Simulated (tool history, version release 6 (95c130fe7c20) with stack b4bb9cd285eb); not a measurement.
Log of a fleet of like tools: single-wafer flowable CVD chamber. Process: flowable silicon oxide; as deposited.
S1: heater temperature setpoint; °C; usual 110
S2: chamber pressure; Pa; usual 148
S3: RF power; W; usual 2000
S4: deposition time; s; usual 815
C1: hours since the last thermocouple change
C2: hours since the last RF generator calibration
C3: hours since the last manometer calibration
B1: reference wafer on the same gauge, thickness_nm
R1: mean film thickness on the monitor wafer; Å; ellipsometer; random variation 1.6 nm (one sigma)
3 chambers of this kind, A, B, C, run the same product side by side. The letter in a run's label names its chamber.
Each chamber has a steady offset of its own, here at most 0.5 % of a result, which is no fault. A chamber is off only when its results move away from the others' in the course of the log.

{"run": "1C", "hour": 5.9, "S1": 110, "S2": 148, "S3": 2000, "S4": 815, "C1": 845.8, "C2": 1835.7, "C3": 582.3, "B1": 446.11, "R1": 5304.2}
{"run": "2B", "hour": 10.3, "S1": 110, "S2": 148, "S3": 2000, "S4": 815, "C1": 453.9, "C2": 1732.3, "C3": 225.0, "B1": 446.14, "R1": 5360.9}
{"run": "3A", "hour": 18.0, "S1": 110, "S2": 148, "S3": 2000, "S4": 815, "C1": 238.1, "C2": 244.0, "C3": 359.1, "B1": 446.05, "R1": 5258.5}
{"run": "4C", "hour": 22.6, "S1": 110, "S2": 148, "S3": 2000, "S4": 815, "C1": 862.5, "C2": 1852.4, "C3": 599.0, "B1": 446.08, "R1": 5316.4}
{"run": "5B", "hour": 28.1, "S1": 110, "S2": 148, "S3": 2000, "S4": 815, "C1": 471.7, "C2": 1750.1, "C3": 242.8, "B1": 446.17, "R1": 5330.3}
{"run": "6A", "hour": 32.6, "S1": 110, "S2": 148, "S3": 2000, "S4": 815, "C1": 252.7, "C2": 258.6, "C3": 373.7, "B1": 446.03, "R1": 5274.1}
{"run": "7B", "hour": 37.7, "S1": 110, "S2": 148, "S3": 2000, "S4": 815, "C1": 481.3, "C2": 1759.7, "C3": 252.4, "B1": 445.69, "R1": 5329.6}
{"run": "8A", "hour": 44.7, "S1": 110, "S2": 148, "S3": 2000, "S4": 815, "C1": 264.8, "C2": 270.7, "C3": 385.8, "B1": 446.11, "R1": 5258.6}
{"run": "9C", "hour": 51.6, "S1": 110, "S2": 148, "S3": 2000, "S4": 815, "C1": 891.5, "C2": 1881.4, "C3": 628.0, "B1": 445.89, "R1": 5315.9}
{"run": "10C", "hour": 58.8, "S1": 110, "S2": 148, "S3": 2000, "S4": 815, "C1": 898.7, "C2": 1888.6, "C3": 635.2, "B1": 445.71, "R1": 5301.2}
{"run": "11B", "hour": 65.5, "S1": 110, "S2": 148, "S3": 2000, "S4": 815, "C1": 509.1, "C2": 1787.5, "C3": 280.2, "B1": 445.67, "R1": 5325.8}
{"run": "12A", "hour": 72.3, "S1": 110, "S2": 148, "S3": 2000, "S4": 815, "C1": 292.4, "C2": 298.3, "C3": 413.4, "B1": 446.46, "R1": 5281.0}
{"run": "13A", "hour": 79.3, "S1": 110, "S2": 148, "S3": 2000, "S4": 815, "C1": 299.4, "C2": 305.3, "C3": 420.4, "B1": 446.01, "R1": 5272.2}
{"run": "14C", "hour": 84.7, "S1": 110, "S2": 148, "S3": 2000, "S4": 815, "C1": 924.6, "C2": 1914.5, "C3": 661.1, "B1": 445.83, "R1": 5342.1}
{"run": "15B", "hour": 93.2, "S1": 110, "S2": 148, "S3": 2000, "S4": 815, "C1": 536.8, "C2": 1815.2, "C3": 307.9, "B1": 445.92, "R1": 5315.8}
{"run": "16C", "hour": 101.5, "S1": 110, "S2": 148, "S3": 2000, "S4": 815, "C1": 941.4, "C2": 1931.3, "C3": 677.9, "B1": 446.08, "R1": 5370.9}
{"run": "17B", "hour": 109.0, "S1": 110, "S2": 148, "S3": 2000, "S4": 815, "C1": 552.6, "C2": 1831.0, "C3": 323.7, "B1": 445.74, "R1": 5305.2}
{"run": "18A", "hour": 117.6, "S1": 110, "S2": 148, "S3": 2000, "S4": 815, "C1": 337.7, "C2": 343.6, "C3": 458.7, "B1": 445.9, "R1": 5264.1}
{"hour": 118.8, "done": "chamber C: RF generator calibrated"}
{"run": "19B", "hour": 121.8, "S1": 110, "S2": 133, "S3": 1845, "S4": 815, "C1": 565.4, "C2": 1843.8, "C3": 336.5, "B1": 445.89, "R1": 4638.6}
{"run": "20A", "hour": 130.6, "S1": 110, "S2": 133, "S3": 1845, "S4": 815, "C1": 350.7, "C2": 356.6, "C3": 471.7, "B1": 445.86, "R1": 4605.3}
{"run": "21C", "hour": 139.3, "S1": 110, "S2": 133, "S3": 1845, "S4": 815, "C1": 979.2, "C2": 20.5, "C3": 715.7, "B1": 446.03, "R1": 4715.1}
{"run": "22B", "hour": 144.9, "S1": 110, "S2": 148, "S3": 2000, "S4": 815, "C1": 588.5, "C2": 1866.9, "C3": 359.6, "B1": 446.21, "R1": 5320.1}
{"run": "23C", "hour": 150.6, "S1": 110, "S2": 148, "S3": 2000, "S4": 815, "C1": 990.5, "C2": 31.8, "C3": 727.0, "B1": 446.51, "R1": 5408.7}
{"run": "24A", "hour": 157.5, "S1": 110, "S2": 148, "S3": 2000, "S4": 815, "C1": 377.6, "C2": 383.5, "C3": 498.6, "B1": 446.08, "R1": 5297.8}
{"run": "25C", "hour": 164.2, "S1": 110, "S2": 148, "S3": 2000, "S4": 815, "C1": 1004.1, "C2": 45.4, "C3": 740.6, "B1": 446.15, "R1": 5389.3}
{"run": "26B", "hour": 172.6, "S1": 110, "S2": 148, "S3": 2000, "S4": 815, "C1": 616.2, "C2": 1894.6, "C3": 387.3, "B1": 445.92, "R1": 5311.5}
{"run": "27A", "hour": 177.5, "S1": 110, "S2": 148, "S3": 2000, "S4": 815, "C1": 397.6, "C2": 403.5, "C3": 518.6, "B1": 446.58, "R1": 5291.6}
{"run": "28B", "hour": 186.1, "S1": 110, "S2": 148, "S3": 2000, "S4": 815, "C1": 629.7, "C2": 1908.1, "C3": 400.8, "B1": 445.95, "R1": 5325.7}
{"run": "29C", "hour": 191.4, "S1": 110, "S2": 148, "S3": 2000, "S4": 815, "C1": 1031.3, "C2": 72.6, "C3": 767.8, "B1": 445.92, "R1": 5409.4}
{"run": "30A", "hour": 198.4, "S1": 110, "S2": 148, "S3": 2000, "S4": 815, "C1": 418.5, "C2": 424.4, "C3": 539.5, "B1": 446.49, "R1": 5287.8}
{"run": "31A", "hour": 206.1, "S1": 110, "S2": 148, "S3": 2000, "S4": 815, "C1": 426.2, "C2": 432.1, "C3": 547.2, "B1": 445.85, "R1": 5258.6}
{"hour": 210.0, "done": "chamber B: RF generator calibrated"}
{"run": "32C", "hour": 211.6, "S1": 110, "S2": 148, "S3": 2000, "S4": 815, "C1": 1051.5, "C2": 92.8, "C3": 788.0, "B1": 446.04, "R1": 5462.2}
{"run": "33B", "hour": 219.4, "S1": 110, "S2": 148, "S3": 2000, "S4": 815, "C1": 663.0, "C2": 9.4, "C3": 434.1, "B1": 445.97, "R1": 5340.2}
{"run": "34A", "hour": 225.1, "S1": 110, "S2": 148, "S3": 2000, "S4": 815, "C1": 445.2, "C2": 451.1, "C3": 566.2, "B1": 446.11, "R1": 5308.8}
{"run": "35B", "hour": 231.3, "S1": 110, "S2": 148, "S3": 2000, "S4": 815, "C1": 674.9, "C2": 21.3, "C3": 446.0, "B1": 445.65, "R1": 5348.8}
{"run": "36C", "hour": 238.8, "S1": 110, "S2": 148, "S3": 2000, "S4": 815, "C1": 1078.7, "C2": 120.0, "C3": 815.2, "B1": 445.84, "R1": 5455.1}

All 3 chambers run these settings next. Forecast each chamber's results:
{"run": "37A", "hour": 245.3, "S1": 110, "S2": 148, "S3": 2000, "S4": 815, "R1": "?"}
{"run": "37B", "hour": 245.3, "S1": 110, "S2": 148, "S3": 2000, "S4": 815, "R1": "?"}
{"run": "37C", "hour": 245.3, "S1": 110, "S2": 148, "S3": 2000, "S4": 815, "R1": "?"}

run=37A R1=5277.9
run=37B R1=5305.3
run=37C R1=5473.5
